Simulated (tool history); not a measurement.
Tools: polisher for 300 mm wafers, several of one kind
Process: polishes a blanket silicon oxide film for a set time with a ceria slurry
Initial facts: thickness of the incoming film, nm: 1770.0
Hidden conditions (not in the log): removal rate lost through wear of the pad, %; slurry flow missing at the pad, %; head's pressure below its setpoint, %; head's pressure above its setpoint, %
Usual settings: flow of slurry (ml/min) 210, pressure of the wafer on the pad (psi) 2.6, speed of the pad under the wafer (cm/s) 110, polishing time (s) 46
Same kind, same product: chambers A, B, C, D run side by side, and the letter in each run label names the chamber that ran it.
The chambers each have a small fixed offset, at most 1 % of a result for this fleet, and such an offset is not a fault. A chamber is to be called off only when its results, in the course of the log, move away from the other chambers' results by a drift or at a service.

run   hour  flow of slurry (ml/min)  pressure of the wafer on the pad (psi)  speed of the pad under the wafer (cm/s)  polishing time (s)  wafers polished on this pad  hours since the slurry nozzle was cleaned  hours since the head pressure was calibrated  film removed (Å)
       1.6  -- chamber B: worn pad replaced by a new one
       8.3  -- chamber A: worn pad replaced by a new one
 1D    8.6                      210                                     2.6                                      110                  46                          504                                      490.6                                           944              1935
 2A   15.4                      210                                     2.6                                      110                  46                           72                                      242.8                                         476.4            1937.9
 3C   23.3                      210                                     2.6                                      110                  46                          271                                      107.9                                           131            1911.7
 4B     28                      210                                     2.6                                      110                  46                          268                                      554.7                                        1038.4              1908
 5A   32.7                      210                                     1.9                                      110                  38                          247                                      260.1                                         493.7            1168.2
 6D     41                      210                                     1.9                                      110                  38                          833                                        523                                         976.4            1155.6
 7B   49.5                      210                                     1.9                                      110                  38                          486                                      576.2                                        1059.9            1140.2
      57.5  -- chamber C: worn pad replaced by a new one
      57.7  -- chamber B: worn pad replaced by a new one
 8C   58.1                      210                                     1.9                                      110                  38                            7                                      142.7                                         165.8              1150
 9D   66.2                      210                                     2.3                                      110                  36                         1088                                      548.2                                        1001.6              1336
      69.8  -- chamber D: worn pad replaced by a new one
10C   74.6                      210                                     2.3                                      110                  36                          174                                      159.2                                         182.3            1308.2
11B   81.9                      210                                     2.3                                      110                  36                          246                                      608.6                                        1092.3            1304.8
12A   86.9                      210                                     2.3                                      110                  36                          797                                      314.3                                         547.9            1292.7
      88.8  -- chamber B: head pressure recalibrated
13B     93                      210                                     2.6                                      110                  46                          359                                      619.7                                           4.3            1930.9
14A    100                      210                                     2.6                                      110                  46                          930                                      327.4                                           561            1846.4
15D  107.1                      210                                     2.6                                      110                  46                          379                                      589.1                                        1042.5            1916.7
16C  115.3                      210                                     2.6                                      110                  46                          587                                      199.9                                           223            1934.3
17A  119.7                      210                                     2.6                                      110                  46                         1130                                      347.1                                         580.7            1803.5
     119.8  -- chamber B: worn pad replaced by a new one
     124.6  -- chamber C: worn pad replaced by a new one
18C  125.8                      210                                     2.6                                      110                  46                           12                                      210.4                                         233.5            1889.3
19D  130.5                      210                                     2.6                                       78                  46                          616                                      612.5                                        1065.9              1348
     132.4  -- chamber A: worn pad replaced by a new one
20B  136.6                      210                                     2.6                                       78                  46                          171                                      663.3                                          47.9            1355.5
21A  142.5                      210                                     2.6                                       78                  46                          102                                      369.9                                         603.5            1266.2
22D  148.2                      210                                     2.6                                       78                  46                          796                                      630.2                                        1083.6            1326.4
23C  155.2                      210                                     2.6                                      110                  46                          310                                      239.8                                         262.9              1931
     162.9  -- chamber D: worn pad replaced by a new one
     163.6  -- chamber B: slurry nozzle cleaned
24B  163.9                      210                                     2.6                                      110                  46                          448                                        0.3                                          75.2            1905.7
25B  169.6                      210                                     2.6                                      110                  46                          506                                          6                                          80.9            1907.2
26A  179.4                      210                                     2.6                                      110                  46                          477                                      406.8                                         640.4            1779.7
     187.6  -- chamber B: worn pad replaced by a new one
27D  188.7                      210                                     2.6                                      110                  46                          262                                      670.7                                        1124.1            1898.7
     193.5  -- chamber C: worn pad replaced by a new one
28C    196                      210                                     2.6                                      110                  46                           25                                      280.6                                         303.7            1875.5
29A  204.7                      210                                     2.6                                      110                  46                          733                                      432.1                                         665.7              1768
30B  214.3                      210                                     2.6                                      110                  46                          271                                       50.7                                         125.6            1911.1
31D  221.6                      210                                     2.6                                      110                  46                          596                                      703.6                                          1157            1878.8

The same settings go to every chamber for the next run, one line per chamber below. Forecast the results for each:
32A  228.8                      210                                     2.6                                      146                  46                                                                                                                                       ?
32B  228.8                      210                                     2.6                                      146                  46                                                                                                                                       ?
32C  228.8                      210                                     2.6                                      146                  46                                                                                                                                       ?
32D  228.8                      210                                     2.6                                      146                  46                                                                                                                                       ?

run  film removed (Å)
32A              2265
32B            2564.8
32C            2566.2
32D            2526.9
